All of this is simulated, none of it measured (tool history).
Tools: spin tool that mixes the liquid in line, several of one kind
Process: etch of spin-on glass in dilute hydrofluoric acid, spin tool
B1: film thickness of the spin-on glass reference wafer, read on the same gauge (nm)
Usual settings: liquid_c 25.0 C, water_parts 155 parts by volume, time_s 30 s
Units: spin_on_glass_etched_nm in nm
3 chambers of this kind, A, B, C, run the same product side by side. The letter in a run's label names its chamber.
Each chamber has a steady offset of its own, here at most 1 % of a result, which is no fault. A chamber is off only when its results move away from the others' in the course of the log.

{"run": "1A", "hour": 7.6, "liquid_c": 25.0, "water_parts": 155, "time_s": 30, "B1": 99.991, "spin_on_glass_etched_nm": 8.0573}
{"run": "2C", "hour": 18.0, "liquid_c": 25.0, "water_parts": 155, "time_s": 30, "B1": 99.971, "spin_on_glass_etched_nm": 7.9669}
{"run": "3B", "hour": 32.3, "liquid_c": 25.0, "water_parts": 155, "time_s": 30, "B1": 99.984, "spin_on_glass_etched_nm": 7.8494}
{"run": "4B", "hour": 43.0, "liquid_c": 25.0, "water_parts": 155, "time_s": 30, "B1": 99.994, "spin_on_glass_etched_nm": 7.9153}
{"run": "5C", "hour": 56.7, "liquid_c": 25.0, "water_parts": 155, "time_s": 30, "B1": 99.996, "spin_on_glass_etched_nm": 7.9486}
{"run": "6A", "hour": 68.9, "liquid_c": 25.0, "water_parts": 155, "time_s": 30, "B1": 99.993, "spin_on_glass_etched_nm": 8.0461}
{"run": "7B", "hour": 81.0, "liquid_c": 25.0, "water_parts": 155, "time_s": 30, "B1": 99.971, "spin_on_glass_etched_nm": 7.9082}
{"run": "8A", "hour": 92.7, "liquid_c": 25.0, "water_parts": 105, "time_s": 40, "B1": 99.999, "spin_on_glass_etched_nm": 16.934}
{"run": "9C", "hour": 107.4, "liquid_c": 25.0, "water_parts": 105, "time_s": 40, "B1": 100.02, "spin_on_glass_etched_nm": 16.445}
{"run": "10C", "hour": 118.3, "liquid_c": 25.0, "water_parts": 105, "time_s": 40, "B1": 99.978, "spin_on_glass_etched_nm": 16.401}
{"run": "11B", "hour": 125.3, "liquid_c": 25.0, "water_parts": 155, "time_s": 30, "B1": 100.02, "spin_on_glass_etched_nm": 7.9044}
{"run": "12A", "hour": 134.6, "liquid_c": 25.0, "water_parts": 155, "time_s": 30, "B1": 100.02, "spin_on_glass_etched_nm": 8.0087}
{"run": "13A", "hour": 148.9, "liquid_c": 29.0, "water_parts": 155, "time_s": 35, "B1": 100.02, "spin_on_glass_etched_nm": 10.889}
{"run": "14B", "hour": 160.1, "liquid_c": 29.0, "water_parts": 155, "time_s": 35, "B1": 100.0, "spin_on_glass_etched_nm": 10.784}
{"run": "15C", "hour": 171.3, "liquid_c": 29.0, "water_parts": 155, "time_s": 35, "B1": 100.0, "spin_on_glass_etched_nm": 10.564}
{"run": "16B", "hour": 181.5, "liquid_c": 25.0, "water_parts": 155, "time_s": 30, "B1": 99.993, "spin_on_glass_etched_nm": 7.9345}
{"run": "17A", "hour": 197.2, "liquid_c": 23.5, "water_parts": 115, "time_s": 30, "B1": 99.987, "spin_on_glass_etched_nm": 10.676}
{"run": "18C", "hour": 208.8, "liquid_c": 23.5, "water_parts": 115, "time_s": 30, "B1": 99.999, "spin_on_glass_etched_nm": 10.259}
{"run": "19B", "hour": 218.2, "liquid_c": 23.5, "water_parts": 115, "time_s": 30, "B1": 100.02, "spin_on_glass_etched_nm": 10.521}
{"run": "20C", "hour": 226.5, "liquid_c": 25.0, "water_parts": 155, "time_s": 30, "B1": 99.982, "spin_on_glass_etched_nm": 7.7739}
{"run": "21A", "hour": 239.3, "liquid_c": 25.0, "water_parts": 155, "time_s": 30, "B1": 100.03, "spin_on_glass_etched_nm": 8.0128}
{"hour": 239.4, "done": "chamber A: hydrofluoric acid flow meter replaced"}
{"run": "22A", "hour": 255.1, "liquid_c": 25.0, "water_parts": 155, "time_s": 30, "B1": 100.02, "spin_on_glass_etched_nm": 8.037}

Next, every chamber runs the same settings. What will each give?
{"run": "23A", "hour": 266.5, "liquid_c": 25.0, "water_parts": 155, "time_s": 40, "spin_on_glass_etched_nm": "?"}
{"run": "23B", "hour": 266.5, "liquid_c": 25.0, "water_parts": 155, "time_s": 40, "spin_on_glass_etched_nm": "?"}
{"run": "23C", "hour": 266.5, "liquid_c": 25.0, "water_parts": 155, "time_s": 40, "spin_on_glass_etched_nm": "?"}

run=23A spin_on_glass_etched_nm=10.7690
run=23B spin_on_glass_etched_nm=10.5570
run=23C spin_on_glass_etched_nm=10.2720
